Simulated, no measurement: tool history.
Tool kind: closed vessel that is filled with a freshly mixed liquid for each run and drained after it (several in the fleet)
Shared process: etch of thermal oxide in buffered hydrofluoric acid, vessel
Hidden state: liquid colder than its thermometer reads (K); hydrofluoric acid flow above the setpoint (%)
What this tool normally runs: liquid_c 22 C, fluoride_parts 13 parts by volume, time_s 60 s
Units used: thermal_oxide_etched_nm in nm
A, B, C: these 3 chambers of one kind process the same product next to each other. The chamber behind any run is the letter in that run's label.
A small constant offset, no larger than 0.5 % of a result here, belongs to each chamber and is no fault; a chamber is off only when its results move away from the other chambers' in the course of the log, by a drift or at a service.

run   hour  liquid_c  fluoride_parts  time_s  hours since the thermometer was replaced  hours since the hydrofluoric acid flow meter was replaced  read-back film thickness of the thermal oxide reference wafer, read on the same gauge (nm)  thermal_oxide_etched_nm
 1C    8.5        22              13      60                                     245.6                                                       48.5                                                                                      140.03                   47.616
 2A   13.4        22              13      60                                     391.1                                                     1159.6                                                                                         140                   48.064
 3B   19.8        22              13      60                                       422                                                     1846.7                                                                                      139.99                   49.031
 4B   24.7        22              13      60                                     426.9                                                     1851.6                                                                                      140.01                   48.566
 5A     29        22              13      60                                     406.7                                                     1175.2                                                                                      139.98                   47.628
 6C   33.4        22              13      60                                     270.5                                                       73.4                                                                                      139.96                   47.957
 7C   39.5        22              13      60                                     276.6                                                       79.5                                                                                      139.97                   48.445
 8A   45.9        22              13      60                                     423.6                                                     1192.1                                                                                      139.97                   47.933
 9B   55.2        22              13      60                                     457.4                                                     1882.1                                                                                      139.98                   48.666
10A   62.7        22              13      60                                     440.4                                                     1208.9                                                                                         140                   48.129
11B   72.1        22              13      60                                     474.3                                                       1899                                                                                      139.96                   48.034
12C   80.3        22              13      60                                     317.4                                                      120.3                                                                                      140.02                   47.246
13A   89.8        22              13      60                                     467.5                                                       1236                                                                                      140.03                   47.416
14B   96.2        24              13      45                                     498.4                                                     1923.1                                                                                         140                   39.667
15C  104.4        24              13      45                                     341.5                                                      144.4                                                                                         140                   40.251
16A  111.5        24              13      45                                     489.2                                                     1257.7                                                                                      139.98                   40.251
17B  118.8        22              13      60                                       521                                                     1945.7                                                                                      140.01                   47.973
18C  123.3        22              13      60                                     360.4                                                      163.3                                                                                         140                   48.155
19B  128.5        22              13      60                                     530.7                                                     1955.4                                                                                      140.02                   48.423
20A  137.4        19              17      60                                     515.1                                                     1283.6                                                                                      139.98                   30.881
21C    145        19              17      60                                     382.1                                                        185                                                                                      139.93                   30.848
22A  151.9        19              17      60                                     529.6                                                     1298.1                                                                                      139.99                   31.194
     152.3  -- chamber B: hydrofluoric acid flow meter replaced
23C  158.2        22              13      60                                     395.3                                                      198.2                                                                                      140.03                   46.363
24B  162.5      24.5              13      60                                     564.7                                                       10.3                                                                                      139.98                   55.473
25C  169.2      24.5              13      60                                     406.3                                                      209.2                                                                                      139.95                   53.492
26A  174.3      24.5              13      60                                       552                                                     1320.5                                                                                         140                   54.361
27B  183.2        22              13      60                                     585.4                                                         31                                                                                      139.94                     47.6
28B  188.6        22              13      60                                     590.8                                                       36.4                                                                                      139.98                   47.888
29A    198        25            17.5      60                                     575.7                                                     1344.2                                                                                      139.99                    42.18
30C  206.3        25            17.5      60                                     443.4                                                      246.3                                                                                      139.95                    39.79
31A  211.4        25            17.5      60                                     589.1                                                     1357.6                                                                                         140                   42.134
32B    221        22              13      60                                     623.2                                                       68.8                                                                                         140                   47.851
33C  225.5        22              13      60                                     462.6                                                      265.5                                                                                      139.99                   45.035
34A  231.6        18              13      60                                     609.3                                                     1377.8                                                                                      140.05                   38.489
35B    236        18              13      60                                     638.2                                                       83.8                                                                                      140.02                    37.74
36C  241.1        18              13      60                                     478.2                                                      281.1                                                                                      140.04                    34.85
37C  246.1        22              13      60                                     483.2                                                      286.1                                                                                      140.02                   43.059
38A  252.6        22              13      60                                     630.3                                                     1398.8                                                                                      140.01                   47.002
39B  260.4        22              13      60                                     662.6                                                      108.2                                                                                      140.01                   48.529
40C  265.5        22              13      60                                     502.6                                                      305.5                                                                                         140                   42.685
41A  270.8        22              13      60                                     648.5                                                       1417                                                                                      140.04                   48.158
42B  275.7        19              16      60                                     677.9                                                      123.5                                                                                      140.04                     33.6
43C  284.2        19              16      60                                     521.3                                                      324.2                                                                                      139.98                   29.411
44A  291.4        19              16      60                                     669.1                                                     1437.6                                                                                      139.98                   33.145

Each of the 3 chambers runs these same settings next. Fill in every chamber's results:
45A  298.3        22              13      60                                                                                                                                                                                                                         ?
45B  298.3        22              13      60                                                                                                                                                                                                                         ?
45C  298.3        22              13      60                                                                                                                                                                                                                         ?

run  thermal_oxide_etched_nm
45A                   47.687
45B                   47.171
45C                   42.117

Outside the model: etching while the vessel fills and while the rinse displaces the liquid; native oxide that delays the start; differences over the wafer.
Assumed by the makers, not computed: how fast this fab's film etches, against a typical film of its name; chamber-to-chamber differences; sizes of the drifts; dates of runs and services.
